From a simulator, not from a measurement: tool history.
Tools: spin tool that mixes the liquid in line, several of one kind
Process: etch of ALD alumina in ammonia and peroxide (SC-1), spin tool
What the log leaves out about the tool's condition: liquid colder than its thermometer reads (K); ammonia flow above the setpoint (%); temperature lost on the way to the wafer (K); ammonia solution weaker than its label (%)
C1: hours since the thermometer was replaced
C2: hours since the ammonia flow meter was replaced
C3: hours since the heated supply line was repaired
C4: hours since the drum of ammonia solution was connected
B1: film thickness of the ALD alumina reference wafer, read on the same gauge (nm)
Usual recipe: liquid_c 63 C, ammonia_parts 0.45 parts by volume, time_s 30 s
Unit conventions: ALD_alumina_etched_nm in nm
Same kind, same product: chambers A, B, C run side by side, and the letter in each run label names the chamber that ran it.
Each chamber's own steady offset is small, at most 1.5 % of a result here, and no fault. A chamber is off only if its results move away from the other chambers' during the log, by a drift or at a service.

Run 1C, day 0.158: usual settings; C1 589.9; C2 198.2; C3 2706.5; C4 342.5; B1 60.004. Result: ALD_alumina_etched_nm 4.3861 nm.
Run 2B, day 0.346: usual settings; C1 93.9; C2 1093.3; C3 415.1; C4 298.2; B1 59.983. Result: ALD_alumina_etched_nm 4.4383 nm.
Run 3A, day 0.608: usual settings; C1 1487.1; C2 50.6; C3 560.7; C4 134.1; B1 59.997. Result: ALD_alumina_etched_nm 4.4808 nm.
Run 4A, day 0.779: usual settings; C1 1491.2; C2 54.7; C3 564.8; C4 138.2; B1 59.996. Result: ALD_alumina_etched_nm 4.4433 nm.
At day 0.871: chamber A: thermometer replaced.
Run 5C, day 1.008: usual settings; C1 610.3; C2 218.6; C3 2726.9; C4 362.9; B1 60.013. Result: ALD_alumina_etched_nm 4.3875 nm.
Run 6B, day 1.279: usual settings; C1 116.3; C2 1115.7; C3 437.5; C4 320.6; B1 59.989. Result: ALD_alumina_etched_nm 4.4359 nm.
Run 7C, day 1.471: usual settings; C1 621.4; C2 229.7; C3 2738; C4 374; B1 60.004. Result: ALD_alumina_etched_nm 4.3318 nm.
Run 8A, day 1.596: usual settings; C1 17.4; C2 74.3; C3 584.4; C4 157.8; B1 59.959. Result: ALD_alumina_etched_nm 4.4743 nm.
Run 9B, day 1.742: usual settings; C1 127.4; C2 1126.8; C3 448.6; C4 331.7; B1 59.993. Result: ALD_alumina_etched_nm 4.403 nm.
Run 10C, day 1.996: usual settings; C1 634; C2 242.3; C3 2750.6; C4 386.6; B1 60.022. Result: ALD_alumina_etched_nm 4.3749 nm.
Run 11B, day 2.192: usual settings; C1 138.2; C2 1137.6; C3 459.4; C4 342.5; B1 59.997. Result: ALD_alumina_etched_nm 4.4491 nm.
Run 12A, day 2.338: usual settings; C1 35.2; C2 92.1; C3 602.2; C4 175.6; B1 59.99. Result: ALD_alumina_etched_nm 4.4674 nm.
Run 13B, day 2.475: usual settings; C1 145; C2 1144.4; C3 466.2; C4 349.3; B1 60.013. Result: ALD_alumina_etched_nm 4.4288 nm.
Run 14C, day 2.654: usual settings; C1 649.8; C2 258.1; C3 2766.4; C4 402.4; B1 60.016. Result: ALD_alumina_etched_nm 4.3538 nm.
Run 15A, day 2.879: usual settings; C1 48.2; C2 105.1; C3 615.2; C4 188.6; B1 60.001. Result: ALD_alumina_etched_nm 4.4352 nm.
Run 16B, day 3.017: usual settings; C1 158; C2 1157.4; C3 479.2; C4 362.3; B1 60.015. Result: ALD_alumina_etched_nm 4.4356 nm.
Run 17A, day 3.154: usual settings; C1 54.8; C2 111.7; C3 621.8; C4 195.2; B1 60.031. Result: ALD_alumina_etched_nm 4.4458 nm.
Run 18C, day 3.312: usual settings but ammonia_parts 0.6 parts by volume; C1 665.6; C2 273.9; C3 2782.2; C4 418.2; B1 60.023. Result: ALD_alumina_etched_nm 4.5478 nm.
Run 19A, day 3.454: usual settings but ammonia_parts 0.6 parts by volume; C1 62; C2 118.9; C3 629; C4 202.4; B1 59.983. Result: ALD_alumina_etched_nm 4.6058 nm.
Run 20B, day 3.675: usual settings but ammonia_parts 0.6 parts by volume; C1 173.8; C2 1173.2; C3 495; C4 378.1; B1 59.994. Result: ALD_alumina_etched_nm 4.5449 nm.
Run 21C, day 3.946: usual settings; C1 680.8; C2 289.1; C3 2797.4; C4 433.4; B1 59.991. Result: ALD_alumina_etched_nm 4.3919 nm.
Run 22B, day 4.208: usual settings; C1 186.6; C2 1186; C3 507.8; C4 390.9; B1 60.019. Result: ALD_alumina_etched_nm 4.4646 nm.
Run 23A, day 4.367: usual settings but ammonia_parts 0.55 parts by volume; C1 83.9; C2 140.8; C3 650.9; C4 224.3; B1 59.979. Result: ALD_alumina_etched_nm 4.5594 nm.
Run 24C, day 4.529: usual settings but ammonia_parts 0.55 parts by volume; C1 694.8; C2 303.1; C3 2811.4; C4 447.4; B1 60.053. Result: ALD_alumina_etched_nm 4.4377 nm.
Run 25A, day 4.708: usual settings but ammonia_parts 0.55 parts by volume; C1 92.1; C2 149; C3 659.1; C4 232.5; B1 60.027. Result: ALD_alumina_etched_nm 4.5225 nm.
Run 26B, day 4.879: usual settings; C1 202.7; C2 1202.1; C3 523.9; C4 407; B1 59.982. Result: ALD_alumina_etched_nm 4.4442 nm.
Run 27C, day 5.117: usual settings; C1 708.9; C2 317.2; C3 2825.5; C4 461.5; B1 60.024. Result: ALD_alumina_etched_nm 4.377 nm.
Run 28B, day 5.358: usual settings; C1 214.2; C2 1213.6; C3 535.4; C4 418.5; B1 59.983. Result: ALD_alumina_etched_nm 4.4347 nm.
Run 29A, day 5.517: usual settings but liquid_c 66 C, time_s 35 s; C1 111.5; C2 168.4; C3 678.5; C4 251.9; B1 59.965. Result: ALD_alumina_etched_nm 5.9985 nm.
Run 30C, day 5.754: usual settings but liquid_c 66 C, time_s 35 s; C1 724.2; C2 332.5; C3 2840.8; C4 476.8; B1 59.971. Result: ALD_alumina_etched_nm 5.9789 nm.
Run 31B, day 5.921: usual settings but liquid_c 66 C, time_s 35 s; C1 227.7; C2 1227.1; C3 548.9; C4 432; B1 60.009. Result: ALD_alumina_etched_nm 5.9619 nm.
Run 32C, day 6.183: usual settings; C1 734.5; C2 342.8; C3 2851.1; C4 487.1; B1 60.008. Result: ALD_alumina_etched_nm 4.3665 nm.
Run 33A, day 6.412: usual settings; C1 133; C2 189.9; C3 700; C4 273.4; B1 59.99. Result: ALD_alumina_etched_nm 4.489 nm.
Run 34B, day 6.588: usual settings; C1 243.7; C2 1243.1; C3 564.9; C4 448; B1 60.003. Result: ALD_alumina_etched_nm 4.4176 nm.
Run 35A, day 6.742: usual settings; C1 140.9; C2 197.8; C3 707.9; C4 281.3; B1 59.974. Result: ALD_alumina_etched_nm 4.4796 nm.
Run 36C, day 6.971: usual settings; C1 753.4; C2 361.7; C3 2870; C4 506; B1 60.019. Result: ALD_alumina_etched_nm 4.3725 nm.
Run 37A, day 7.217: usual settings; C1 152.3; C2 209.2; C3 719.3; C4 292.7; B1 59.966. Result: ALD_alumina_etched_nm 4.4457 nm.
Run 38B, day 7.4: usual settings; C1 263.2; C2 1262.6; C3 584.4; C4 467.5; B1 60.006. Result: ALD_alumina_etched_nm 4.4387 nm.
Run 39C, day 7.642: usual settings; C1 769.5; C2 377.8; C3 2886.1; C4 522.1; B1 60.005. Result: ALD_alumina_etched_nm 4.3918 nm.
Run 40C, day 7.833: usual settings; C1 774.1; C2 382.4; C3 2890.7; C4 526.7; B1 59.983. Result: ALD_alumina_etched_nm 4.3631 nm.
Run 41B, day 7.996: usual settings; C1 277.5; C2 1276.9; C3 598.7; C4 481.8; B1 59.997. Result: ALD_alumina_etched_nm 4.4554 nm.

Next, all 3 chambers run the settings below, one line each with question marks for the results. What does each chamber give?
Run 42A, day 8.188: usual settings. Result: ALD_alumina_etched_nm ?.
Run 42B, day 8.188: usual settings. Result: ALD_alumina_etched_nm ?.
Run 42C, day 8.188: usual settings. Result: ALD_alumina_etched_nm ?.

run  ALD_alumina_etched_nm
42A                 4.4522
42B                 4.4264
42C                 4.3927
